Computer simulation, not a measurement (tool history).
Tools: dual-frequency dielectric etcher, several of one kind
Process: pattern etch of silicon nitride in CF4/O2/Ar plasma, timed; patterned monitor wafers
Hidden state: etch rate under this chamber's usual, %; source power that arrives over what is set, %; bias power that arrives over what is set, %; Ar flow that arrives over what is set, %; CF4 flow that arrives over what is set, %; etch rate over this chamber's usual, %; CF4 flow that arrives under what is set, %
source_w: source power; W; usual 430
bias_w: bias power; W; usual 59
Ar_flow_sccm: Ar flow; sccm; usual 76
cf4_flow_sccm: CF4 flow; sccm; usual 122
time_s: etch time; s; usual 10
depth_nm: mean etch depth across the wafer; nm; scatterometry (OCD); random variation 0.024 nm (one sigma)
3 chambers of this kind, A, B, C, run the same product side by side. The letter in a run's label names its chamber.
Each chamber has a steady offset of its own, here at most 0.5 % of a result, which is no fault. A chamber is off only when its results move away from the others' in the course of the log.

run	hour	source_w	bias_w	Ar_flow_sccm	cf4_flow_sccm	time_s	hours since the last wet clean	hours since the last source power generator calibration	hours since the last bias power generator calibration	hours since the last Ar flow controller change	hours since the last CF4 flow controller change	read-back reference wafer on the same gauge, depth_nm	depth_nm
1A	11.4	430	59	76	122	10	472.1	777.0	3448.1	1368.9	1826.5	15.102	18.580
2B	22.7	430	59	76	122	10	160.8	1591.4	2374.1	1354.4	3609.7	15.106	18.638
3C	30.0	430	59	76	122	10	125.4	1100.1	4596.4	508.5	1969.3	15.106	18.641
4C	40.6	430	59	76	122	10	136.0	1110.7	4607.0	519.1	1979.9	15.117	18.686
5B	51.1	430	59	93	122	12	189.2	1619.8	2402.5	1382.8	3638.1	15.114	21.970
6A	57.9	430	59	93	122	12	518.6	823.5	3494.6	1415.4	1873.0	15.115	21.855
7B	65.7	430	59	93	122	12	203.8	1634.4	2417.1	1397.4	3652.7	15.119	22.003
8C	72.3	430	59	76	122	10	167.7	1142.4	4638.7	550.8	2011.6	15.126	18.661
9A	81.1	430	59	76	122	10	541.8	846.7	3517.8	1438.6	1896.2	15.124	18.552
10C	89.6	430	59	76	135	10	185.0	1159.7	4656.0	568.1	2028.9	15.129	18.803
11B	99.2	430	59	76	135	10	237.3	1667.9	2450.6	1430.9	3686.2	15.125	18.807
12A	110.1	430	59	76	135	10	570.8	875.7	3546.8	1467.6	1925.2	15.134	18.792
# hour 111.8: chamber A: wet clean of the chamber
13A	117.5	430	59	76	122	10	5.7	883.1	3554.2	1475.0	1932.6	15.138	18.578
14C	128.2	430	59	76	122	10	223.6	1198.3	4694.6	606.7	2067.5	15.146	18.687
15B	136.7	430	59	76	122	10	274.8	1705.4	2488.1	1468.4	3723.7	15.139	18.683
16B	143.2	430	67	76	122	10	281.3	1711.9	2494.6	1474.9	3730.2	15.142	19.573
17C	152.3	430	67	76	122	10	247.7	1222.4	4718.7	630.8	2091.6	15.141	19.567
18A	161.7	430	67	76	122	10	49.9	927.3	3598.4	1519.2	1976.8	15.145	19.487
19A	172.3	430	59	76	122	10	60.5	937.9	3609.0	1529.8	1987.4	15.151	18.627
20B	179.3	430	59	76	122	10	317.4	1748.0	2530.7	1511.0	3766.3	15.148	18.694
21C	187.2	430	59	76	122	10	282.6	1257.3	4753.6	665.7	2126.5	15.157	18.683
22C	196.5	430	59	76	122	10	291.9	1266.6	4762.9	675.0	2135.8	15.163	18.707
23A	203.3	430	59	76	122	10	91.5	968.9	3640.0	1560.8	2018.4	15.158	18.639
24B	209.5	430	59	76	122	10	347.6	1778.2	2560.9	1541.2	3796.5	15.160	18.683
25A	217.8	430	59	76	122	10	106.0	983.4	3654.5	1575.3	2032.9	15.168	18.644
26C	226.4	430	59	76	122	10	321.8	1296.5	4792.8	704.9	2165.7	15.170	18.701
27B	231.5	430	59	76	122	10	369.6	1800.2	2582.9	1563.2	3818.5	15.169	18.722
28A	238.1	430	59	76	122	10	126.3	1003.7	3674.8	1595.6	2053.2	15.172	18.708
# hour 248.8: chamber B: wet clean of the chamber
29C	249.3	430	59	76	122	10	344.7	1319.4	4815.7	727.8	2188.6	15.175	18.734
30B	259.2	430	59	76	122	10	10.4	1827.9	2610.6	1590.9	3846.2	15.177	18.772

Next, every chamber runs the same settings. What will each give?
31A	267.4	430	59	76	122	10							?
31B	267.4	430	59	76	122	10							?
31C	267.4	430	59	76	122	10							?

run	depth_nm
31A	18.656
31B	18.693
31C	18.725
